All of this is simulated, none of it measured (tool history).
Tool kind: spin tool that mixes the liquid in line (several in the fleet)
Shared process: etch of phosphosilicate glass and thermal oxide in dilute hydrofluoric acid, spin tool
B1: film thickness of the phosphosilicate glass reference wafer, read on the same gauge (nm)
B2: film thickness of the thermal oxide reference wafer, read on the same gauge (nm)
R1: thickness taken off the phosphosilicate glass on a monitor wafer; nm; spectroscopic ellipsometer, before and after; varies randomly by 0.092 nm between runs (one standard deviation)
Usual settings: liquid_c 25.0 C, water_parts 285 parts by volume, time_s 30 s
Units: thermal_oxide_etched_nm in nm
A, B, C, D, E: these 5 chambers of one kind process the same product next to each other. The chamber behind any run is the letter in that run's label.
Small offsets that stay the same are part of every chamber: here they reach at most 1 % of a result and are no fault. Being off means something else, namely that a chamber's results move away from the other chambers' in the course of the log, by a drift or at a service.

Run 1E, day 0.096: usual settings; B1 130.02; B2 130.01. Result: R1 11.2590 nm, thermal_oxide_etched_nm 0.42275 nm.
Run 2D, day 0.238: usual settings; B1 129.99; B2 130.00. Result: R1 11.2900 nm, thermal_oxide_etched_nm 0.43587 nm.
Run 3C, day 0.329: usual settings; B1 129.99; B2 130.01. Result: R1 11.0990 nm, thermal_oxide_etched_nm 0.44331 nm.
Run 4A, day 0.438: usual settings; B1 129.96; B2 130.01. Result: R1 11.2270 nm, thermal_oxide_etched_nm 0.46161 nm.
Run 5B, day 0.521: usual settings; B1 130.00; B2 130.00. Result: R1 11.1220 nm, thermal_oxide_etched_nm 0.43951 nm.
Run 6C, day 0.667: usual settings; B1 130.01; B2 129.98. Result: R1 11.1570 nm, thermal_oxide_etched_nm 0.45731 nm.
Run 7A, day 0.771: usual settings; B1 129.98; B2 129.97. Result: R1 11.2240 nm, thermal_oxide_etched_nm 0.46912 nm.
Run 8D, day 0.938: usual settings; B1 130.00; B2 130.02. Result: R1 11.2670 nm, thermal_oxide_etched_nm 0.45559 nm.
Run 9E, day 1.046: usual settings; B1 130.00; B2 129.99. Result: R1 11.4220 nm, thermal_oxide_etched_nm 0.42675 nm.
Run 10B, day 1.225: usual settings; B1 130.03; B2 130.02. Result: R1 11.2360 nm, thermal_oxide_etched_nm 0.44674 nm.
Run 11B, day 1.342: usual settings; B1 130.00; B2 130.01. Result: R1 11.2990 nm, thermal_oxide_etched_nm 0.46912 nm.
Run 12E, day 1.479: usual settings but water_parts 355 parts by volume; B1 130.01; B2 130.01. Result: R1 8.4747 nm, thermal_oxide_etched_nm 0.33348 nm.
Run 13D, day 1.600: usual settings but water_parts 355 parts by volume; B1 129.99; B2 130.03. Result: R1 8.3695 nm, thermal_oxide_etched_nm 0.35153 nm.
Run 14C, day 1.717: usual settings but water_parts 355 parts by volume; B1 129.97; B2 129.99. Result: R1 8.5359 nm, thermal_oxide_etched_nm 0.35504 nm.
Run 15A, day 1.871: usual settings but water_parts 355 parts by volume; B1 129.98; B2 130.02. Result: R1 8.5026 nm, thermal_oxide_etched_nm 0.31109 nm.
Run 16C, day 1.979: usual settings but water_parts 355 parts by volume; B1 130.00; B2 130.00. Result: R1 8.4080 nm, thermal_oxide_etched_nm 0.31784 nm.
Run 17E, day 2.096: usual settings; B1 130.00; B2 130.02. Result: R1 11.2340 nm, thermal_oxide_etched_nm 0.44949 nm.
Run 18D, day 2.225: usual settings; B1 130.01; B2 129.98. Result: R1 11.3560 nm, thermal_oxide_etched_nm 0.45569 nm.
Run 19A, day 2.367: usual settings; B1 130.00; B2 129.98. Result: R1 11.4920 nm, thermal_oxide_etched_nm 0.37193 nm.
Run 20B, day 2.467: usual settings; B1 130.00; B2 130.03. Result: R1 11.3450 nm, thermal_oxide_etched_nm 0.42208 nm.
Run 21E, day 2.608: usual settings; B1 129.97; B2 130.00. Result: R1 11.3560 nm, thermal_oxide_etched_nm 0.41932 nm.
Run 22C, day 2.692: usual settings; B1 129.99; B2 129.99. Result: R1 11.3820 nm, thermal_oxide_etched_nm 0.39882 nm.
Run 23D, day 2.821: usual settings; B1 130.00; B2 129.99. Result: R1 11.2070 nm, thermal_oxide_etched_nm 0.44896 nm.
Run 24B, day 2.925: usual settings; B1 130.02; B2 129.98. Result: R1 11.2240 nm, thermal_oxide_etched_nm 0.46280 nm.
At day 2.946: chamber C: thermometer replaced.
Run 25A, day 3.008: usual settings; B1 130.00; B2 129.98. Result: R1 11.2660 nm, thermal_oxide_etched_nm 0.48065 nm.
Run 26B, day 3.183: usual settings; B1 130.02; B2 130.01. Result: R1 11.1890 nm, thermal_oxide_etched_nm 0.39633 nm.
Run 27A, day 3.325: usual settings; B1 130.00; B2 129.99. Result: R1 11.2540 nm, thermal_oxide_etched_nm 0.48297 nm.
Run 28C, day 3.421: usual settings; B1 130.02; B2 130.00. Result: R1 11.1650 nm, thermal_oxide_etched_nm 0.49041 nm.
Run 29E, day 3.529: usual settings; B1 130.00; B2 129.97. Result: R1 11.2630 nm, thermal_oxide_etched_nm 0.43501 nm.
At day 3.583: chamber B: thermometer replaced.
Run 30D, day 3.712: usual settings but liquid_c 29.0 C; B1 129.98; B2 129.99. Result: R1 12.8380 nm, thermal_oxide_etched_nm 0.50518 nm.
Run 31D, day 3.808: usual settings but liquid_c 29.0 C; B1 129.99; B2 130.00. Result: R1 12.9280 nm, thermal_oxide_etched_nm 0.51732 nm.
Run 32E, day 3.929: usual settings but liquid_c 29.0 C; B1 130.00; B2 129.99. Result: R1 12.9350 nm, thermal_oxide_etched_nm 0.49829 nm.
Run 33A, day 4.050: usual settings but liquid_c 29.0 C; B1 130.01; B2 129.99. Result: R1 12.9000 nm, thermal_oxide_etched_nm 0.48502 nm.
Run 34B, day 4.188: usual settings but liquid_c 29.0 C; B1 130.01; B2 129.98. Result: R1 12.7430 nm, thermal_oxide_etched_nm 0.55248 nm.
Run 35C, day 4.367: usual settings but liquid_c 21.0 C, water_parts 225 parts by volume; B1 130.01; B2 129.97. Result: R1 13.1940 nm, thermal_oxide_etched_nm 0.49148 nm.
Run 36B, day 4.496: usual settings but liquid_c 21.0 C, water_parts 225 parts by volume; B1 130.00; B2 130.03. Result: R1 13.0320 nm, thermal_oxide_etched_nm 0.53133 nm.
Run 37A, day 4.625: usual settings but liquid_c 21.0 C, water_parts 225 parts by volume; B1 130.00; B2 129.99. Result: R1 13.1030 nm, thermal_oxide_etched_nm 0.52858 nm.
Run 38D, day 4.771: usual settings but liquid_c 21.0 C, water_parts 225 parts by volume; B1 130.00; B2 130.01. Result: R1 13.3770 nm, thermal_oxide_etched_nm 0.54240 nm.
Run 39C, day 4.925: usual settings but liquid_c 21.0 C, water_parts 225 parts by volume; B1 129.99; B2 130.00. Result: R1 13.1570 nm, thermal_oxide_etched_nm 0.50425 nm.
Run 40E, day 5.075: usual settings; B1 130.02; B2 129.98. Result: R1 11.3680 nm, thermal_oxide_etched_nm 0.44708 nm.
Run 41D, day 5.200: usual settings; B1 129.99; B2 130.01. Result: R1 11.2420 nm, thermal_oxide_etched_nm 0.43462 nm.
Run 42C, day 5.333: usual settings; B1 130.00; B2 130.00. Result: R1 11.1760 nm, thermal_oxide_etched_nm 0.43269 nm.
Run 43B, day 5.517: usual settings; B1 130.00; B2 130.02. Result: R1 11.3160 nm, thermal_oxide_etched_nm 0.42344 nm.
Run 44E, day 5.600: usual settings; B1 129.98; B2 130.01. Result: R1 11.3120 nm, thermal_oxide_etched_nm 0.45852 nm.

One chamber off, gauge drift, or nothing amiss beyond the chambers' own small offsets? If it is a chamber, which one, and what is the likeliest cause?

No chamber stands off beyond its own small offset, and the gauge holds steady.
